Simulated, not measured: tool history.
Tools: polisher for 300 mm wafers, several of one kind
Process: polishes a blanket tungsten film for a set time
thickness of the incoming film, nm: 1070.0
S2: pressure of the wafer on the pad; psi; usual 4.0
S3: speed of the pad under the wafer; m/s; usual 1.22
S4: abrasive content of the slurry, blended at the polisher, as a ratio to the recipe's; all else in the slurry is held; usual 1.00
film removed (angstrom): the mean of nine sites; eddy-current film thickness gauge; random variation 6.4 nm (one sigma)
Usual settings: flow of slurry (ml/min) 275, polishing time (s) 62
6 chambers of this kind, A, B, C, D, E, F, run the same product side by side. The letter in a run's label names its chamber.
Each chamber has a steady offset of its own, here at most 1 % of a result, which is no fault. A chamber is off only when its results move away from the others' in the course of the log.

{"hour": 2.3, "done": "chamber C: slurry tank refilled with fresh slurry and peroxide"}
{"hour": 7.3, "done": "chamber F: slurry blender recalibrated"}
{"run": "1A", "hour": 9.1, "flow of slurry (ml/min)": 275, "S2": 4.0, "S3": 1.22, "S4": 1.0, "polishing time (s)": 62, "film removed (angstrom)": 4491.5}
{"run": "2D", "hour": 19.3, "flow of slurry (ml/min)": 275, "S2": 4.0, "S3": 1.22, "S4": 1.0, "polishing time (s)": 62, "film removed (angstrom)": 4486.8}
{"hour": 26.2, "done": "chamber A: worn pad replaced by a new one"}
{"hour": 28.8, "done": "chamber E: worn pad replaced by a new one"}
{"run": "3B", "hour": 30.8, "flow of slurry (ml/min)": 275, "S2": 4.0, "S3": 1.22, "S4": 1.0, "polishing time (s)": 62, "film removed (angstrom)": 4416.6}
{"hour": 30.9, "done": "chamber F: worn pad replaced by a new one"}
{"run": "4E", "hour": 40.5, "flow of slurry (ml/min)": 275, "S2": 4.0, "S3": 1.22, "S4": 1.0, "polishing time (s)": 62, "film removed (angstrom)": 4482.3}
{"hour": 42.6, "done": "chamber E: slurry blender recalibrated"}
{"hour": 44.4, "done": "chamber B: slurry tank refilled with fresh slurry and peroxide"}
{"run": "5F", "hour": 48.8, "flow of slurry (ml/min)": 275, "S2": 4.0, "S3": 1.22, "S4": 1.0, "polishing time (s)": 62, "film removed (angstrom)": 4546.7}
{"hour": 50.2, "done": "chamber C: worn pad replaced by a new one"}
{"hour": 52.6, "done": "chamber D: worn pad replaced by a new one"}
{"hour": 61.9, "done": "chamber D: slurry nozzle cleaned"}
{"run": "6C", "hour": 63.1, "flow of slurry (ml/min)": 275, "S2": 4.0, "S3": 1.22, "S4": 1.0, "polishing time (s)": 62, "film removed (angstrom)": 4627.3}
{"run": "7D", "hour": 71.4, "flow of slurry (ml/min)": 275, "S2": 4.0, "S3": 1.22, "S4": 1.0, "polishing time (s)": 62, "film removed (angstrom)": 4552.9}
{"hour": 73.5, "done": "chamber B: worn pad replaced by a new one"}
{"hour": 80.6, "done": "chamber C: slurry tank refilled with fresh slurry and peroxide"}
{"hour": 81.9, "done": "chamber A: slurry blender recalibrated"}
{"run": "8A", "hour": 84.0, "flow of slurry (ml/min)": 275, "S2": 5.3, "S3": 1.22, "S4": 0.9, "polishing time (s)": 62, "film removed (angstrom)": 5780.0}
{"hour": 87.2, "done": "chamber D: slurry blender recalibrated"}
{"run": "9F", "hour": 94.6, "flow of slurry (ml/min)": 275, "S2": 5.3, "S3": 1.22, "S4": 0.9, "polishing time (s)": 62, "film removed (angstrom)": 5770.2}
{"hour": 101.5, "done": "chamber E: slurry nozzle cleaned"}
{"run": "10B", "hour": 107.6, "flow of slurry (ml/min)": 275, "S2": 5.3, "S3": 1.22, "S4": 0.9, "polishing time (s)": 62, "film removed (angstrom)": 5609.2}
{"hour": 111.5, "done": "chamber E: slurry tank refilled with fresh slurry and peroxide"}
{"hour": 112.1, "done": "chamber A: slurry tank refilled with fresh slurry and peroxide"}
{"run": "11C", "hour": 114.4, "flow of slurry (ml/min)": 275, "S2": 5.3, "S3": 1.22, "S4": 0.9, "polishing time (s)": 62, "film removed (angstrom)": 5796.1}
{"hour": 115.3, "done": "chamber E: worn pad replaced by a new one"}
{"hour": 117.7, "done": "chamber E: head pressure recalibrated"}
{"hour": 119.2, "done": "chamber F: slurry tank refilled with fresh slurry and peroxide"}
{"hour": 123.2, "done": "chamber A: worn pad replaced by a new one"}
{"hour": 125.2, "done": "chamber F: worn pad replaced by a new one"}
{"run": "12E", "hour": 128.8, "flow of slurry (ml/min)": 275, "S2": 5.3, "S3": 1.22, "S4": 0.9, "polishing time (s)": 62, "film removed (angstrom)": 5839.5}
{"hour": 134.5, "done": "chamber C: worn pad replaced by a new one"}
{"run": "13C", "hour": 135.6, "flow of slurry (ml/min)": 275, "S2": 5.3, "S3": 1.22, "S4": 0.9, "polishing time (s)": 62, "film removed (angstrom)": 5865.7}
{"hour": 141.7, "done": "chamber D: worn pad replaced by a new one"}
{"run": "14D", "hour": 142.7, "flow of slurry (ml/min)": 275, "S2": 4.0, "S3": 1.22, "S4": 1.0, "polishing time (s)": 62, "film removed (angstrom)": 4540.0}
{"hour": 146.9, "done": "chamber F: slurry nozzle cleaned"}
{"hour": 150.8, "done": "chamber B: slurry tank refilled with fresh slurry and peroxide"}
{"run": "15E", "hour": 153.2, "flow of slurry (ml/min)": 275, "S2": 4.0, "S3": 1.22, "S4": 1.0, "polishing time (s)": 62, "film removed (angstrom)": 4626.0}
{"hour": 161.7, "done": "chamber F: head pressure recalibrated"}
{"run": "16F", "hour": 164.1, "flow of slurry (ml/min)": 275, "S2": 4.0, "S3": 1.36, "S4": 1.0, "polishing time (s)": 78, "film removed (angstrom)": 6378.8}
{"hour": 169.3, "done": "chamber B: worn pad replaced by a new one"}
{"hour": 171.0, "done": "chamber C: slurry tank refilled with fresh slurry and peroxide"}
{"run": "17B", "hour": 177.7, "flow of slurry (ml/min)": 275, "S2": 4.0, "S3": 1.36, "S4": 1.0, "polishing time (s)": 78, "film removed (angstrom)": 6406.9}
{"run": "18A", "hour": 190.2, "flow of slurry (ml/min)": 275, "S2": 4.0, "S3": 1.36, "S4": 1.0, "polishing time (s)": 78, "film removed (angstrom)": 6365.7}
{"hour": 193.2, "done": "chamber E: worn pad replaced by a new one"}
{"hour": 203.7, "done": "chamber F: worn pad replaced by a new one"}
{"run": "19E", "hour": 203.8, "flow of slurry (ml/min)": 275, "S2": 4.0, "S3": 1.36, "S4": 1.0, "polishing time (s)": 78, "film removed (angstrom)": 6418.0}
{"hour": 204.3, "done": "chamber D: head pressure recalibrated"}
{"run": "20F", "hour": 212.4, "flow of slurry (ml/min)": 275, "S2": 4.0, "S3": 1.36, "S4": 1.0, "polishing time (s)": 78, "film removed (angstrom)": 6401.7}
{"hour": 217.1, "done": "chamber A: worn pad replaced by a new one"}
{"hour": 223.8, "done": "chamber D: worn pad replaced by a new one"}
{"run": "21A", "hour": 224.3, "flow of slurry (ml/min)": 275, "S2": 4.0, "S3": 1.36, "S4": 1.0, "polishing time (s)": 78, "film removed (angstrom)": 6155.4}
{"hour": 225.1, "done": "chamber F: slurry blender recalibrated"}
{"hour": 228.4, "done": "chamber B: head pressure recalibrated"}
{"hour": 233.8, "done": "chamber C: worn pad replaced by a new one"}
{"hour": 234.3, "done": "chamber C: slurry blender recalibrated"}
{"run": "22D", "hour": 238.2, "flow of slurry (ml/min)": 275, "S2": 4.0, "S3": 1.38, "S4": 1.0, "polishing time (s)": 62, "film removed (angstrom)": 4963.7}
{"hour": 239.2, "done": "chamber D: slurry blender recalibrated"}
{"hour": 241.5, "done": "chamber B: slurry tank refilled with fresh slurry and peroxide"}
{"run": "23B", "hour": 251.6, "flow of slurry (ml/min)": 275, "S2": 4.0, "S3": 1.38, "S4": 1.0, "polishing time (s)": 62, "film removed (angstrom)": 5055.7}
{"hour": 257.9, "done": "chamber C: slurry tank refilled with fresh slurry and peroxide"}
{"run": "24C", "hour": 259.8, "flow of slurry (ml/min)": 275, "S2": 4.0, "S3": 1.38, "S4": 1.0, "polishing time (s)": 62, "film removed (angstrom)": 5155.7}
{"hour": 259.9, "done": "chamber B: worn pad replaced by a new one"}
{"hour": 264.1, "done": "chamber E: slurry tank refilled with fresh slurry and peroxide"}
{"hour": 264.7, "done": "chamber A: slurry tank refilled with fresh slurry and peroxide"}
{"run": "25F", "hour": 269.7, "flow of slurry (ml/min)": 275, "S2": 4.0, "S3": 1.38, "S4": 1.0, "polishing time (s)": 62, "film removed (angstrom)": 4974.8}
{"hour": 273.4, "done": "chamber F: slurry tank refilled with fresh slurry and peroxide"}
{"hour": 279.3, "done": "chamber E: worn pad replaced by a new one"}
{"run": "26C", "hour": 285.1, "flow of slurry (ml/min)": 275, "S2": 4.0, "S3": 1.38, "S4": 1.0, "polishing time (s)": 62, "film removed (angstrom)": 5117.0}
{"hour": 290.7, "done": "chamber F: worn pad replaced by a new one"}
{"run": "27B", "hour": 291.9, "flow of slurry (ml/min)": 275, "S2": 4.0, "S3": 1.38, "S4": 1.0, "polishing time (s)": 62, "film removed (angstrom)": 5229.0}
{"hour": 300.6, "done": "chamber D: worn pad replaced by a new one"}
{"run": "28E", "hour": 302.4, "flow of slurry (ml/min)": 275, "S2": 4.0, "S3": 1.22, "S4": 1.0, "polishing time (s)": 62, "film removed (angstrom)": 4579.1}
{"hour": 305.9, "done": "chamber A: worn pad replaced by a new one"}
{"run": "29D", "hour": 309.8, "flow of slurry (ml/min)": 275, "S2": 4.0, "S3": 1.22, "S4": 1.0, "polishing time (s)": 62, "film removed (angstrom)": 4336.4}
{"run": "30A", "hour": 322.5, "flow of slurry (ml/min)": 275, "S2": 5.0, "S3": 1.22, "S4": 1.0, "polishing time (s)": 62, "film removed (angstrom)": 5495.2}
{"hour": 323.8, "done": "chamber D: slurry nozzle cleaned"}
{"run": "31E", "hour": 330.7, "flow of slurry (ml/min)": 275, "S2": 5.0, "S3": 1.22, "S4": 1.0, "polishing time (s)": 62, "film removed (angstrom)": 5602.4}
{"hour": 336.0, "done": "chamber C: worn pad replaced by a new one"}
{"hour": 337.1, "done": "chamber A: slurry blender recalibrated"}
{"hour": 340.9, "done": "chamber B: slurry tank refilled with fresh slurry and peroxide"}
{"run": "32F", "hour": 342.4, "flow of slurry (ml/min)": 275, "S2": 5.0, "S3": 1.22, "S4": 1.0, "polishing time (s)": 62, "film removed (angstrom)": 5787.5}
{"hour": 342.6, "done": "chamber C: slurry tank refilled with fresh slurry and peroxide"}
{"hour": 343.5, "done": "chamber B: worn pad replaced by a new one"}
{"hour": 350.1, "done": "chamber E: slurry blender recalibrated"}
{"run": "33A", "hour": 350.1, "flow of slurry (ml/min)": 275, "S2": 5.0, "S3": 1.22, "S4": 1.0, "polishing time (s)": 62, "film removed (angstrom)": 5592.0}
{"run": "34B", "hour": 363.6, "flow of slurry (ml/min)": 275, "S2": 5.0, "S3": 1.22, "S4": 1.0, "polishing time (s)": 62, "film removed (angstrom)": 5595.5}
{"hour": 364.9, "done": "chamber B: slurry nozzle cleaned"}
{"run": "35C", "hour": 370.7, "flow of slurry (ml/min)": 275, "S2": 5.0, "S3": 1.22, "S4": 1.0, "polishing time (s)": 62, "film removed (angstrom)": 5712.7}
{"hour": 377.1, "done": "chamber F: worn pad replaced by a new one"}
{"hour": 382.1, "done": "chamber E: worn pad replaced by a new one"}
{"run": "36D", "hour": 385.3, "flow of slurry (ml/min)": 275, "S2": 4.0, "S3": 1.22, "S4": 1.0, "polishing time (s)": 62, "film removed (angstrom)": 4121.9}
{"hour": 393.2, "done": "chamber A: worn pad replaced by a new one"}
{"hour": 396.2, "done": "chamber E: slurry tank refilled with fresh slurry and peroxide"}
{"run": "37F", "hour": 397.0, "flow of slurry (ml/min)": 275, "S2": 4.0, "S3": 1.22, "S4": 1.0, "polishing time (s)": 62, "film removed (angstrom)": 4521.9}
{"run": "38C", "hour": 412.3, "flow of slurry (ml/min)": 275, "S2": 4.0, "S3": 1.22, "S4": 1.25, "polishing time (s)": 53, "film removed (angstrom)": 4033.1}
{"run": "39A", "hour": 421.3, "flow of slurry (ml/min)": 275, "S2": 4.0, "S3": 1.22, "S4": 1.25, "polishing time (s)": 53, "film removed (angstrom)": 3983.1}
{"hour": 423.3, "done": "chamber B: worn pad replaced by a new one"}
{"run": "40E", "hour": 435.1, "flow of slurry (ml/min)": 275, "S2": 4.0, "S3": 1.22, "S4": 1.25, "polishing time (s)": 53, "film removed (angstrom)": 4070.5}
{"hour": 447.4, "done": "chamber B: slurry tank refilled with fresh slurry and peroxide"}
{"run": "41B", "hour": 450.0, "flow of slurry (ml/min)": 275, "S2": 4.0, "S3": 1.22, "S4": 1.25, "polishing time (s)": 53, "film removed (angstrom)": 3944.3}

Next, every chamber runs the same settings. What will each give?
{"run": "42A", "hour": 461.1, "flow of slurry (ml/min)": 275, "S2": 4.0, "S3": 1.22, "S4": 1.0, "polishing time (s)": 79, "film removed (angstrom)": "?"}
{"run": "42B", "hour": 461.1, "flow of slurry (ml/min)": 275, "S2": 4.0, "S3": 1.22, "S4": 1.0, "polishing time (s)": 79, "film removed (angstrom)": "?"}
{"run": "42C", "hour": 461.1, "flow of slurry (ml/min)": 275, "S2": 4.0, "S3": 1.22, "S4": 1.0, "polishing time (s)": 79, "film removed (angstrom)": "?"}
{"run": "42D", "hour": 461.1, "flow of slurry (ml/min)": 275, "S2": 4.0, "S3": 1.22, "S4": 1.0, "polishing time (s)": 79, "film removed (angstrom)": "?"}
{"run": "42E", "hour": 461.1, "flow of slurry (ml/min)": 275, "S2": 4.0, "S3": 1.22, "S4": 1.0, "polishing time (s)": 79, "film removed (angstrom)": "?"}
{"run": "42F", "hour": 461.1, "flow of slurry (ml/min)": 275, "S2": 4.0, "S3": 1.22, "S4": 1.0, "polishing time (s)": 79, "film removed (angstrom)": "?"}

run=42A film_removed_(angstrom)=5694.8
run=42B film_removed_(angstrom)=5842.8
run=42C film_removed_(angstrom)=5620.2
run=42D film_removed_(angstrom)=5000.7
run=42E film_removed_(angstrom)=5824.8
run=42F film_removed_(angstrom)=5673.6

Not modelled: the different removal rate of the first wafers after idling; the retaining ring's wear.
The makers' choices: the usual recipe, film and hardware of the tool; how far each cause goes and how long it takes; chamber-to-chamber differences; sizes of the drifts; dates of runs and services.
